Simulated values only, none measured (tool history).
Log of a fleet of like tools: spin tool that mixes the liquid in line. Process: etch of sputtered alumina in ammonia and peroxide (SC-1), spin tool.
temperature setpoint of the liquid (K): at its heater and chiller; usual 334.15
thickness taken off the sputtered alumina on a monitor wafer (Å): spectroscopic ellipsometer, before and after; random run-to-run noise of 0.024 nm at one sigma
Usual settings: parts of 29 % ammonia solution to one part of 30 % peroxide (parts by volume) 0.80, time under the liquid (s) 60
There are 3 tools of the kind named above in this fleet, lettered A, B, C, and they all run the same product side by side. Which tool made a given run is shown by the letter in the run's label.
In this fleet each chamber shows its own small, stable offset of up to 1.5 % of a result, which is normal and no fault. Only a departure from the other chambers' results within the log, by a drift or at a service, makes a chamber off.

run   hour  temperature setpoint of the liquid (K)  parts of 29 % ammonia solution to one part of 30 % peroxide (parts by volume)  time under the liquid (s)  read-back film thickness of the sputtered alumina reference wafer, read on the same gauge (nm)  thickness taken off the sputtered alumina on a monitor wafer (Å)
 1A    4.5                                  334.15                                                                           0.80                         60                                                                                         100.020                                                            53.053
 2C    8.9                                  334.15                                                                           0.80                         60                                                                                         100.010                                                            52.293
 3B   13.5                                  334.15                                                                           0.80                         60                                                                                         100.020                                                            52.455
 4C   16.9                                  334.15                                                                           0.80                         60                                                                                         100.000                                                            52.477
 5A   21.3                                  341.65                                                                           0.80                         35                                                                                          99.982                                                            45.412
 6B   25.6                                  341.65                                                                           0.80                         35                                                                                         100.030                                                            44.759
 7A   31.9                                  341.65                                                                           0.80                         35                                                                                         100.050                                                            45.178
 8C   35.6                                  334.15                                                                           0.80                         60                                                                                          99.998                                                            52.233
 9B   41.5                                  334.15                                                                           0.80                         60                                                                                         100.020                                                            52.593
10A   47.7                                  334.15                                                                           0.80                         60                                                                                          99.985                                                            52.687
11B   50.6                                  334.15                                                                           0.80                         60                                                                                          99.996                                                            52.686
12C   53.9                                  334.15                                                                           0.80                         60                                                                                          99.975                                                            52.220
13A   57.6                                  334.15                                                                           0.80                         60                                                                                         100.020                                                            53.141
14B   62.0                                  334.15                                                                           0.80                         60                                                                                          99.964                                                            52.753
15C   64.9                                  334.15                                                                           0.80                         60                                                                                         100.020                                                            52.278
16C   70.9                                  334.15                                                                           0.80                         60                                                                                         100.000                                                            52.157
      72.1  -- chamber C: new drum of ammonia solution connected
17A   74.0                                  334.15                                                                           0.80                         60                                                                                          99.991                                                            52.988
18B   79.3                                  334.15                                                                           0.80                         60                                                                                          99.998                                                            52.497
19B   83.0                                  334.15                                                                           0.80                         60                                                                                          99.980                                                            52.671
20C   86.6                                  334.15                                                                           1.15                         60                                                                                          99.991                                                            54.444
21A   92.7                                  334.15                                                                           1.15                         60                                                                                         100.010                                                            55.415
22C   98.5                                  334.15                                                                           1.15                         60                                                                                         100.040                                                            54.622
23B  103.4                                  334.15                                                                           0.80                         60                                                                                         100.020                                                            52.775
24A  106.7                                  334.15                                                                           0.80                         30                                                                                          99.977                                                            26.687
25C  112.8                                  334.15                                                                           0.80                         30                                                                                          99.967                                                            26.647
26B  117.9                                  334.15                                                                           0.80                         30                                                                                          99.980                                                            26.341
27A  123.7                                  334.15                                                                           0.80                         60                                                                                          99.995                                                            53.304
     128.8  -- chamber A: heated supply line repaired
28A  129.5                                  334.15                                                                           0.80                         60                                                                                         100.010                                                            53.235
29B  132.4                                  334.15                                                                           0.80                         60                                                                                         100.020                                                            52.545
30C  137.7                                  334.15                                                                           0.80                         60                                                                                          99.990                                                            53.455
31C  143.3                                  334.15                                                                           0.80                         60                                                                                         100.010                                                            54.452
32A  146.5                                  334.15                                                                           0.80                         60                                                                                         100.020                                                            53.131
33B  149.2                                  334.15                                                                           0.80                         60                                                                                          99.968                                                            52.415
34A  152.3                                  334.15                                                                           0.80                         50                                                                                         100.020                                                            44.331
35B  157.7                                  334.15                                                                           0.80                         50                                                                                          99.978                                                            44.216
36C  161.7                                  334.15                                                                           0.80                         50                                                                                          99.952                                                            45.434
     162.0  -- chamber C: heated supply line repaired
37C  165.7                                  334.15                                                                           0.80                         60                                                                                         100.030                                                            54.386
38B  171.3                                  334.15                                                                           0.80                         60                                                                                          99.991                                                            52.352
39A  177.2                                  334.15                                                                           0.80                         60                                                                                          99.984                                                            53.371
40A  180.6                                  334.15                                                                           0.45                         90                                                                                         100.000                                                            75.140
41B  186.3                                  334.15                                                                           0.45                         90                                                                                          99.971                                                            74.986
42C  192.1                                  334.15                                                                           0.45                         90                                                                                         100.020                                                            77.536

Next, every chamber runs the same settings. What will each give?
43A  196.5                                  334.15                                                                           0.80                         60                                                                                                                                                                 ?
43B  196.5                                  334.15                                                                           0.80                         60                                                                                                                                                                 ?
43C  196.5                                  334.15                                                                           0.80                         60                                                                                                                                                                 ?

run  thickness taken off the sputtered alumina on a monitor wafer (Å)
43A                                                            53.038
43B                                                            52.095
43C                                                            54.954
